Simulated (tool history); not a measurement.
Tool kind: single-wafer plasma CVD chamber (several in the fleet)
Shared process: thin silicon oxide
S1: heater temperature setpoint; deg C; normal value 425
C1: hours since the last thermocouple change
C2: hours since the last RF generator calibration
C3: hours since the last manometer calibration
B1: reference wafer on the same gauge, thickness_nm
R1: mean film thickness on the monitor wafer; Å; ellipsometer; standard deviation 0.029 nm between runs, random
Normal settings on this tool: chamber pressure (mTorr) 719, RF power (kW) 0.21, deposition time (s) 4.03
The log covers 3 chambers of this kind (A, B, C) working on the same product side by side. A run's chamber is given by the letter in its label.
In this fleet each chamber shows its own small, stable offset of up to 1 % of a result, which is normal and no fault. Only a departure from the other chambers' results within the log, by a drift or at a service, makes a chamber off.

Run 1B, day 0.471: usual settings; C1 630.9; C2 712.8; C3 2150.5; B1 6.6454. Result: R1 55.598 Å.
Run 2C, day 1.008: usual settings; C1 1589.5; C2 1639.9; C3 1139.9; B1 6.6549. Result: R1 55.333 Å.
Run 3A, day 1.446: usual settings; C1 499.4; C2 1821; C3 1475.6; B1 6.6557. Result: R1 55.471 Å.
Run 4C, day 1.792: usual settings; C1 1608.3; C2 1658.7; C3 1158.7; B1 6.6569. Result: R1 54.696 Å.
Run 5A, day 2.246: usual settings; C1 518.6; C2 1840.2; C3 1494.8; B1 6.6483. Result: R1 55.794 Å.
Run 6B, day 2.517: usual settings; C1 680; C2 761.9; C3 2199.6; B1 6.6578. Result: R1 56.434 Å.
Run 7A, day 2.75: usual settings; C1 530.7; C2 1852.3; C3 1506.9; B1 6.6575. Result: R1 55.617 Å.
Run 8C, day 3.2: usual settings but S1 417 deg C, chamber pressure (mTorr) 611; C1 1642.1; C2 1692.5; C3 1192.5; B1 6.6557. Result: R1 46.867 Å.
Run 9B, day 3.621: usual settings but S1 417 deg C, chamber pressure (mTorr) 611; C1 706.5; C2 788.4; C3 2226.1; B1 6.6447. Result: R1 47.284 Å.
Run 10A, day 4.15: usual settings but S1 417 deg C, chamber pressure (mTorr) 611; C1 564.3; C2 1885.9; C3 1540.5; B1 6.641. Result: R1 47.445 Å.
Run 11B, day 4.45: usual settings; C1 726.4; C2 808.3; C3 2246; B1 6.6455. Result: R1 55.937 Å.
Run 12C, day 4.821: usual settings; C1 1681; C2 1731.4; C3 1231.4; B1 6.6468. Result: R1 55.56 Å.
Run 13B, day 5.138: usual settings; C1 742.9; C2 824.8; C3 2262.5; B1 6.6599. Result: R1 56.468 Å.
Run 14C, day 5.504: usual settings but S1 419 deg C, RF power (kW) 0.185; C1 1697.4; C2 1747.8; C3 1247.8; B1 6.6457. Result: R1 51.601 Å.
Run 15A, day 5.95: usual settings but S1 419 deg C, RF power (kW) 0.185; C1 607.5; C2 1929.1; C3 1583.7; B1 6.6548. Result: R1 52.16 Å.
At day 6.429: chamber B: RF generator calibrated.
Run 16C, day 6.475: usual settings but S1 419 deg C, RF power (kW) 0.185; C1 1720.7; C2 1771.1; C3 1271.1; B1 6.6456. Result: R1 52.02 Å.
Run 17B, day 6.8: usual settings; C1 782.8; C2 9; C3 2302.4; B1 6.6528. Result: R1 55.841 Å.
At day 6.804: chamber B: capacitance manometer re-zeroed and calibrated.
Run 18A, day 7.158: usual settings; C1 636.5; C2 1958.1; C3 1612.7; B1 6.6517. Result: R1 55.37 Å.
Run 19C, day 7.45: usual settings; C1 1744.1; C2 1794.5; C3 1294.5; B1 6.6478. Result: R1 54.913 Å.
Run 20B, day 7.871: usual settings; C1 808.5; C2 34.7; C3 25.7; B1 6.6507. Result: R1 56.597 Å.
Run 21A, day 8.242: usual settings but S1 432 deg C; C1 662.5; C2 1984.1; C3 1638.7; B1 6.6523. Result: R1 54.603 Å.
Run 22C, day 8.688: usual settings but S1 432 deg C; C1 1773.8; C2 1824.2; C3 1324.2; B1 6.6526. Result: R1 54.834 Å.
Run 23A, day 9.1: usual settings but S1 432 deg C; C1 683.1; C2 2004.7; C3 1659.3; B1 6.6422. Result: R1 54.697 Å.
At day 9.179: chamber C: capacitance manometer re-zeroed and calibrated.
Run 24B, day 9.462: usual settings; C1 846.7; C2 72.9; C3 63.9; B1 6.6404. Result: R1 56.195 Å.
Run 25C, day 9.758: usual settings; C1 1799.5; C2 1849.9; C3 13.9; B1 6.6418. Result: R1 55.399 Å.
Run 26B, day 10.196: usual settings; C1 864.3; C2 90.5; C3 81.5; B1 6.6489. Result: R1 56.818 Å.
Run 27A, day 10.692: usual settings; C1 721.3; C2 2042.9; C3 1697.5; B1 6.6394. Result: R1 54.903 Å.
Run 28A, day 11.1: usual settings; C1 731.1; C2 2052.7; C3 1707.3; B1 6.664. Result: R1 54.362 Å.
At day 11.479: chamber A: RF generator calibrated.
Run 29B, day 11.483: usual settings; C1 895.2; C2 121.4; C3 112.4; B1 6.6456. Result: R1 56.541 Å.
Run 30C, day 11.854: usual settings; C1 1849.8; C2 1900.2; C3 64.2; B1 6.6588. Result: R1 55.801 Å.
Run 31A, day 12.354: usual settings; C1 761.2; C2 21.1; C3 1737.4; B1 6.655. Result: R1 54.847 Å.
Run 32C, day 12.65: usual settings; C1 1868.9; C2 1919.3; C3 83.3; B1 6.6464. Result: R1 55.33 Å.
Run 33B, day 12.988: usual settings; C1 931.3; C2 157.5; C3 148.5; B1 6.6504. Result: R1 56.46 Å.
Run 34A, day 13.433: usual settings; C1 787.1; C2 47; C3 1763.3; B1 6.6491. Result: R1 54.217 Å.
Run 35B, day 13.679: usual settings but chamber pressure (mTorr) 858, deposition time (s) 4.7; C1 947.9; C2 174.1; C3 165.1; B1 6.6418. Result: R1 77.016 Å.
Run 36C, day 13.917: usual settings but chamber pressure (mTorr) 858, deposition time (s) 4.7; C1 1899.3; C2 1949.7; C3 113.7; B1 6.6438. Result: R1 76.642 Å.
Run 37B, day 14.417: usual settings but chamber pressure (mTorr) 858, deposition time (s) 4.7; C1 965.6; C2 191.8; C3 182.8; B1 6.6451. Result: R1 77.138 Å.
Run 38C, day 14.938: usual settings; C1 1923.8; C2 1974.2; C3 138.2; B1 6.6582. Result: R1 55.188 Å.
Run 39A, day 15.254: usual settings; C1 830.8; C2 90.7; C3 1807; B1 6.6466. Result: R1 54.762 Å.

Is one chamber off against the others, does the gauge drift, or is nothing wrong? If a chamber is off, say which, and what the likeliest cause is.

It is chamber A that slowly wanders off from its peers.
Cause: true pressure below the setpoint (%) = 2.97.

Here are 4 candidates for chamber A's next run, each the usual settings with a change, their results left as question marks. Which one brings its results back in line with what the others give on the usual settings?
In-line tolerance around the mean of the other chambers on the usual settings: R1 1 Å
Run 40A-1, day 15.642: usual settings but chamber pressure (mTorr) 738. Result: R1 ?.
Run 40A-2, day 15.642: usual settings but chamber pressure (mTorr) 700. Result: R1 ?.
Run 40A-3, day 15.642: usual settings but chamber pressure (mTorr) 746, deposition time (s) 4.12. Result: R1 ?.
Run 40A-4, day 15.642: usual settings but chamber pressure (mTorr) 679, RF power (kW) 0.205. Result: R1 ?.

Other chambers, usual settings, mean: R1 55.773 Å
  run      R1
40A-1  55.552
40A-2  52.616
40A-3  57.421
40A-4   50.32
The right change is 40A-1: it brings the chamber back within the allowed miss of the others.
